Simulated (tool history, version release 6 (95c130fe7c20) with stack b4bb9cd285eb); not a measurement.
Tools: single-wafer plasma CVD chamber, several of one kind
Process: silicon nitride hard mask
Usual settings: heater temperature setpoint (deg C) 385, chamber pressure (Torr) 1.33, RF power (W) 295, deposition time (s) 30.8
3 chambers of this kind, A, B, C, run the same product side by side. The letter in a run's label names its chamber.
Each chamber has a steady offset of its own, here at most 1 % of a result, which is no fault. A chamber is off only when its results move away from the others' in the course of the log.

run	day	heater temperature setpoint (deg C)	chamber pressure (Torr)	RF power (W)	deposition time (s)	read-back reference wafer on the same gauge, thickness_nm	mean film thickness on the monitor wafer (angstrom)
1B	0.167	385	1.33	295	30.8	37.891	333.84
2A	0.517	385	1.33	295	30.8	37.889	338.89
3C	0.858	385	1.33	295	30.8	37.913	337.81
4C	1.154	385	1.33	295	30.8	37.924	338.44
5B	1.488	385	1.33	295	30.8	37.894	332.97
6A	1.812	385	1.33	295	30.8	37.900	334.58
7B	2.062	385	1.33	295	30.8	37.893	334.12
8A	2.321	385	1.33	295	30.8	37.932	336.31
9C	2.508	385	1.33	295	30.8	37.925	337.51
# day 2.738: chamber B: RF generator calibrated
10B	2.862	385	1.33	295	28.5	37.893	311.21
11A	3.033	385	1.33	295	28.5	37.882	310.99
# day 3.054: chamber C: RF generator calibrated
12C	3.358	385	1.33	295	28.5	37.905	313.56
13C	3.583	385	1.33	295	30.8	37.908	330.73
14A	3.921	385	1.33	295	30.8	37.939	335.79
15B	4.221	385	1.63	295	35.0	37.879	402.85
# day 4.467: chamber A: capacitance manometer re-zeroed and calibrated
16B	4.533	385	1.63	295	35.0	37.889	405.24
# day 4.708: chamber B: thermocouple changed; heater temperature recalibrated
17A	4.825	385	1.63	295	35.0	37.873	402.15
18C	5.008	385	1.33	295	30.8	37.922	333.60
19A	5.283	385	1.33	295	30.8	37.914	336.50
20C	5.583	385	1.33	295	30.8	37.871	338.86
21B	5.904	385	1.33	295	30.8	37.866	336.24
22C	6.229	385	1.33	295	30.8	37.864	334.10
23B	6.550	385	1.33	295	30.8	37.905	332.07
24A	6.796	385	1.33	295	30.8	37.900	336.12
25A	6.975	385	1.33	295	30.8	37.902	335.34
26C	7.200	385	1.33	295	30.8	37.935	337.23
27B	7.542	397	1.45	295	30.8	37.905	342.31
28B	7.712	397	1.45	295	30.8	37.920	342.61
29A	7.892	397	1.45	295	30.8	37.920	343.45
30C	8.225	385	1.33	295	30.8	37.890	339.18
31C	8.458	385	1.33	295	30.8	37.924	335.42
32A	8.833	385	1.33	295	30.8	37.930	335.51
33B	8.996	385	1.33	295	30.8	37.844	334.64
34B	9.271	385	1.33	295	30.8	37.945	332.74
35A	9.596	385	1.33	295	30.8	37.914	335.38
36C	9.938	385	1.33	295	30.8	37.867	338.03
37A	10.267	385	1.33	295	30.8	37.855	336.47
# day 10.562: chamber A: thermocouple changed; heater temperature recalibrated
38C	10.633	385	1.33	295	30.8	37.929	335.84
39B	10.942	385	1.33	295	30.8	37.897	335.03
40B	11.246	385	1.33	295	30.8	37.906	336.71
41C	11.525	385	1.33	295	30.8	37.897	337.35
42A	11.888	385	1.33	295	30.8	37.913	336.24
43C	12.146	385	1.08	270	30.8	37.949	299.79

Next, every chamber runs the same settings. What will each give?
44A	12.421	385	1.33	295	30.8		?
44B	12.421	385	1.33	295	30.8		?
44C	12.421	385	1.33	295	30.8		?

run	mean film thickness on the monitor wafer (angstrom)
44A	337.74
44B	336.61
44C	336.20
